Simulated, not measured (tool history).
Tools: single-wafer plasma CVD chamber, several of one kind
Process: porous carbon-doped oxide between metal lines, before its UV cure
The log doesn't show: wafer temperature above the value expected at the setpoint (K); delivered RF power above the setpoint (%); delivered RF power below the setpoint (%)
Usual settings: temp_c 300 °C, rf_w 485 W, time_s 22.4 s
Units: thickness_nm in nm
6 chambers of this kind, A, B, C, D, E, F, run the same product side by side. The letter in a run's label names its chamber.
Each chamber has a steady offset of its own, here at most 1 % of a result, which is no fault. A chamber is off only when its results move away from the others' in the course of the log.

run   hour  temp_c  rf_w  time_s  hours since the last thermocouple change  hours since the last RF generator calibration  read-back reference wafer on the same gauge, thickness_nm  thickness_nm
 1F    5.5     300   485    22.4                                    3114.6                                           50.0                                                     98.999        119.80
 2B   15.2     300   485    22.4                                     785.3                                         1175.5                                                     98.989        119.56
 3E   20.3     300   485    22.4                                    1287.7                                          257.1                                                     98.936        119.92
 4A   29.6     300   485    22.4                                    1516.5                                         1929.2                                                     98.994        120.64
 5C   37.0     300   485    22.4                                     690.7                                          322.7                                                     99.026        120.68
 6D   43.0     300   485    22.4                                     550.8                                          591.7                                                     99.004        118.82
 7A   53.9     300   485    22.4                                    1540.8                                         1953.5                                                     98.928        119.25
 8F   63.9     300   485    22.4                                    3173.0                                          108.4                                                     99.017        119.38
 9E   74.5     300   485    22.4                                    1341.9                                          311.3                                                     98.887        119.61
      85.6  -- chamber A: RF generator calibrated
10D   86.1     295   570    22.4                                     593.9                                          634.8                                                     99.041        137.62
      94.6  -- chamber A: thermocouple changed; heater temperature recalibrated
11B   96.3     295   570    22.4                                     866.4                                         1256.6                                                     99.080        136.25
12C  101.8     295   570    22.4                                     755.5                                          387.5                                                     98.939        136.12
13C  108.0     295   570    22.4                                     761.7                                          393.7                                                     99.003        137.59
14A  116.3     295   570    22.4                                      21.8                                           30.7                                                     99.013        138.15
15D  127.0     295   570    22.4                                     634.8                                          675.7                                                     99.042        136.37
16B  136.1     300   485    22.4                                     906.2                                         1296.4                                                     99.066        119.79
     136.3  -- chamber F: thermocouple changed; heater temperature recalibrated
17E  147.0     300   485    22.4                                    1414.4                                          383.8                                                     98.948        120.15
18F  156.2     300   485    22.4                                      19.9                                          200.7                                                     99.094        119.64
19B  166.4     300   485    22.4                                     936.5                                         1326.7                                                     98.979        118.72
20D  178.1     300   485    22.4                                     685.9                                          726.8                                                     99.102        118.71
21A  184.0     300   485    22.4                                      89.5                                           98.4                                                     99.116        119.32
22E  195.5     300   485    22.4                                    1462.9                                          432.3                                                     99.011        119.79
23F  201.4     300   485    22.4                                      65.1                                          245.9                                                     99.011        119.71
24C  206.8     300   485    22.4                                     860.5                                          492.5                                                     98.932        119.97
25B  217.0     300   485    22.4                                     987.1                                         1377.3                                                     99.007        118.31
26F  223.3     300   485    22.4                                      87.0                                          267.8                                                     98.953        119.62
27D  230.0     295   485    22.4                                     737.8                                          778.7                                                     99.026        123.49
28C  237.5     295   485    22.4                                     891.2                                          523.2                                                     99.063        123.93
29A  244.4     295   485    22.4                                     149.9                                          158.8                                                     98.948        123.56
30E  249.9     295   485    22.4                                    1517.3                                          486.7                                                     99.049        122.82
31E  260.4     295   485    22.4                                    1527.8                                          497.2                                                     99.005        122.55
32F  269.1     295   485    22.4                                     132.8                                          313.6                                                     98.895        122.48
33C  280.7     300   485    22.4                                     934.4                                          566.4                                                     98.887        120.28
34B  289.7     286   485    20.4                                    1059.8                                         1450.0                                                     98.987        118.91
     296.4  -- chamber D: RF generator calibrated
35A  298.9     286   485    20.4                                     204.4                                          213.3                                                     98.836        118.28
36D  308.4     286   485    20.4                                     816.2                                           12.0                                                     98.997        117.94

Is one chamber off against the others, does the gauge drift, or is nothing wrong? If a chamber is off, say which, and what the likeliest cause is.

No chamber stands off beyond its own small offset, and the gauge holds steady.

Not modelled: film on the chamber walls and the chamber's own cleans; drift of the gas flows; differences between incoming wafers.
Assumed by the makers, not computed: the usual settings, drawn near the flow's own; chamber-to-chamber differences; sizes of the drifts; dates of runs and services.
